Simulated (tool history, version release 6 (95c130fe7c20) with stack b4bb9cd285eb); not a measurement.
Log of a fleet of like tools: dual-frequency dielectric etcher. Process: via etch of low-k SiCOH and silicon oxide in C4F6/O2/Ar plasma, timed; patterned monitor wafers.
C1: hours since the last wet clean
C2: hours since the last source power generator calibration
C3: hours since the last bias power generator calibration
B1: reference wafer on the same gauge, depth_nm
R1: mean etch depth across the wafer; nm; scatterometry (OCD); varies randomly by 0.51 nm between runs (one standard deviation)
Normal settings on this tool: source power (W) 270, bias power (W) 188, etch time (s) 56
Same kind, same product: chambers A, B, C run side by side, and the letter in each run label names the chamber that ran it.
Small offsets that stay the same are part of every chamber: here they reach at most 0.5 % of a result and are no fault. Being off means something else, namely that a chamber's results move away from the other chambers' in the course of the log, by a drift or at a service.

{"run": "1B", "hour": 10.0, "source power (W)": 270, "bias power (W)": 188, "etch time (s)": 56, "C1": 308.2, "C2": 978.7, "C3": 3595.2, "B1": 152.08, "R1": 127.73}
{"run": "2C", "hour": 23.8, "source power (W)": 270, "bias power (W)": 188, "etch time (s)": 56, "C1": 240, "C2": 231.2, "C3": 167.4, "B1": 151.97, "R1": 128.29}
{"run": "3A", "hour": 36.1, "source power (W)": 270, "bias power (W)": 188, "etch time (s)": 56, "C1": 273.7, "C2": 1428.7, "C3": 1868.8, "B1": 152.11, "R1": 125.71}
{"run": "4C", "hour": 48.8, "source power (W)": 270, "bias power (W)": 188, "etch time (s)": 56, "C1": 265, "C2": 256.2, "C3": 192.4, "B1": 152.05, "R1": 128.65}
{"run": "5B", "hour": 57.2, "source power (W)": 270, "bias power (W)": 188, "etch time (s)": 56, "C1": 355.4, "C2": 1025.9, "C3": 3642.4, "B1": 152.02, "R1": 127.67}
{"run": "6A", "hour": 69.0, "source power (W)": 270, "bias power (W)": 188, "etch time (s)": 56, "C1": 306.6, "C2": 1461.6, "C3": 1901.7, "B1": 151.89, "R1": 126.97}
{"run": "7B", "hour": 76.0, "source power (W)": 270, "bias power (W)": 188, "etch time (s)": 56, "C1": 374.2, "C2": 1044.7, "C3": 3661.2, "B1": 151.98, "R1": 127.36}
{"run": "8C", "hour": 87.9, "source power (W)": 270, "bias power (W)": 188, "etch time (s)": 56, "C1": 304.1, "C2": 295.3, "C3": 231.5, "B1": 152.08, "R1": 128.28}
{"run": "9A", "hour": 99.0, "source power (W)": 270, "bias power (W)": 188, "etch time (s)": 56, "C1": 336.6, "C2": 1491.6, "C3": 1931.7, "B1": 151.84, "R1": 126.14}
{"run": "10B", "hour": 106.4, "source power (W)": 270, "bias power (W)": 188, "etch time (s)": 56, "C1": 404.6, "C2": 1075.1, "C3": 3691.6, "B1": 152.15, "R1": 126.21}
{"hour": 107.7, "done": "chamber B: wet clean of the chamber"}
{"run": "11C", "hour": 117.1, "source power (W)": 270, "bias power (W)": 188, "etch time (s)": 56, "C1": 333.3, "C2": 324.5, "C3": 260.7, "B1": 151.93, "R1": 127.97}
{"run": "12A", "hour": 123.5, "source power (W)": 270, "bias power (W)": 188, "etch time (s)": 56, "C1": 361.1, "C2": 1516.1, "C3": 1956.2, "B1": 151.98, "R1": 126.91}
{"run": "13C", "hour": 135.3, "source power (W)": 270, "bias power (W)": 188, "etch time (s)": 56, "C1": 351.5, "C2": 342.7, "C3": 278.9, "B1": 152.05, "R1": 127.76}
{"run": "14A", "hour": 145.0, "source power (W)": 270, "bias power (W)": 188, "etch time (s)": 56, "C1": 382.6, "C2": 1537.6, "C3": 1977.7, "B1": 152.27, "R1": 126.7}
{"run": "15B", "hour": 155.5, "source power (W)": 270, "bias power (W)": 188, "etch time (s)": 56, "C1": 47.9, "C2": 1124.2, "C3": 3740.7, "B1": 152.12, "R1": 127.3}
{"run": "16C", "hour": 167.9, "source power (W)": 270, "bias power (W)": 188, "etch time (s)": 56, "C1": 384.1, "C2": 375.3, "C3": 311.5, "B1": 152.04, "R1": 127.94}
{"hour": 171.1, "done": "chamber C: wet clean of the chamber"}
{"run": "17A", "hour": 174.3, "source power (W)": 270, "bias power (W)": 188, "etch time (s)": 56, "C1": 411.9, "C2": 1566.9, "C3": 2007, "B1": 152.07, "R1": 126.57}
{"run": "18B", "hour": 182.5, "source power (W)": 270, "bias power (W)": 188, "etch time (s)": 56, "C1": 74.9, "C2": 1151.2, "C3": 3767.7, "B1": 152.21, "R1": 126.96}
{"run": "19A", "hour": 192.3, "source power (W)": 270, "bias power (W)": 188, "etch time (s)": 56, "C1": 429.9, "C2": 1584.9, "C3": 2025, "B1": 151.94, "R1": 127.96}
{"run": "20B", "hour": 199.4, "source power (W)": 270, "bias power (W)": 188, "etch time (s)": 56, "C1": 91.8, "C2": 1168.1, "C3": 3784.6, "B1": 151.92, "R1": 126.47}
{"run": "21C", "hour": 206.6, "source power (W)": 270, "bias power (W)": 143, "etch time (s)": 62.5, "C1": 35.5, "C2": 414, "C3": 350.2, "B1": 152.08, "R1": 130.58}
{"run": "22C", "hour": 219.0, "source power (W)": 270, "bias power (W)": 143, "etch time (s)": 62.5, "C1": 47.9, "C2": 426.4, "C3": 362.6, "B1": 152.09, "R1": 130.96}
{"run": "23A", "hour": 231.2, "source power (W)": 270, "bias power (W)": 143, "etch time (s)": 62.5, "C1": 468.8, "C2": 1623.8, "C3": 2063.9, "B1": 151.95, "R1": 129.33}
{"run": "24B", "hour": 239.1, "source power (W)": 270, "bias power (W)": 188, "etch time (s)": 56, "C1": 131.5, "C2": 1207.8, "C3": 3824.3, "B1": 151.94, "R1": 126.98}
{"run": "25B", "hour": 252.3, "source power (W)": 270, "bias power (W)": 188, "etch time (s)": 56, "C1": 144.7, "C2": 1221, "C3": 3837.5, "B1": 151.95, "R1": 127.9}
{"run": "26A", "hour": 262.7, "source power (W)": 270, "bias power (W)": 188, "etch time (s)": 56, "C1": 500.3, "C2": 1655.3, "C3": 2095.4, "B1": 152.09, "R1": 126.94}
{"run": "27C", "hour": 269.4, "source power (W)": 270, "bias power (W)": 188, "etch time (s)": 56, "C1": 98.3, "C2": 476.8, "C3": 413, "B1": 151.77, "R1": 127.52}
{"run": "28C", "hour": 281.5, "source power (W)": 270, "bias power (W)": 188, "etch time (s)": 56, "C1": 110.4, "C2": 488.9, "C3": 425.1, "B1": 151.92, "R1": 128.08}
{"hour": 284.1, "done": "chamber A: wet clean of the chamber"}
{"run": "29B", "hour": 290.7, "source power (W)": 270, "bias power (W)": 188, "etch time (s)": 56, "C1": 183.1, "C2": 1259.4, "C3": 3875.9, "B1": 151.78, "R1": 127.22}
{"run": "30A", "hour": 297.7, "source power (W)": 300, "bias power (W)": 188, "etch time (s)": 56, "C1": 13.6, "C2": 1690.3, "C3": 2130.4, "B1": 152.02, "R1": 133.18}

All 3 chambers run these settings next. Forecast each chamber's results:
{"run": "31A", "hour": 307.7, "source power (W)": 270, "bias power (W)": 188, "etch time (s)": 64.5, "R1": "?"}
{"run": "31B", "hour": 307.7, "source power (W)": 270, "bias power (W)": 188, "etch time (s)": 64.5, "R1": "?"}
{"run": "31C", "hour": 307.7, "source power (W)": 270, "bias power (W)": 188, "etch time (s)": 64.5, "R1": "?"}

run=31A R1=146.74
run=31B R1=146.52
run=31C R1=146.39
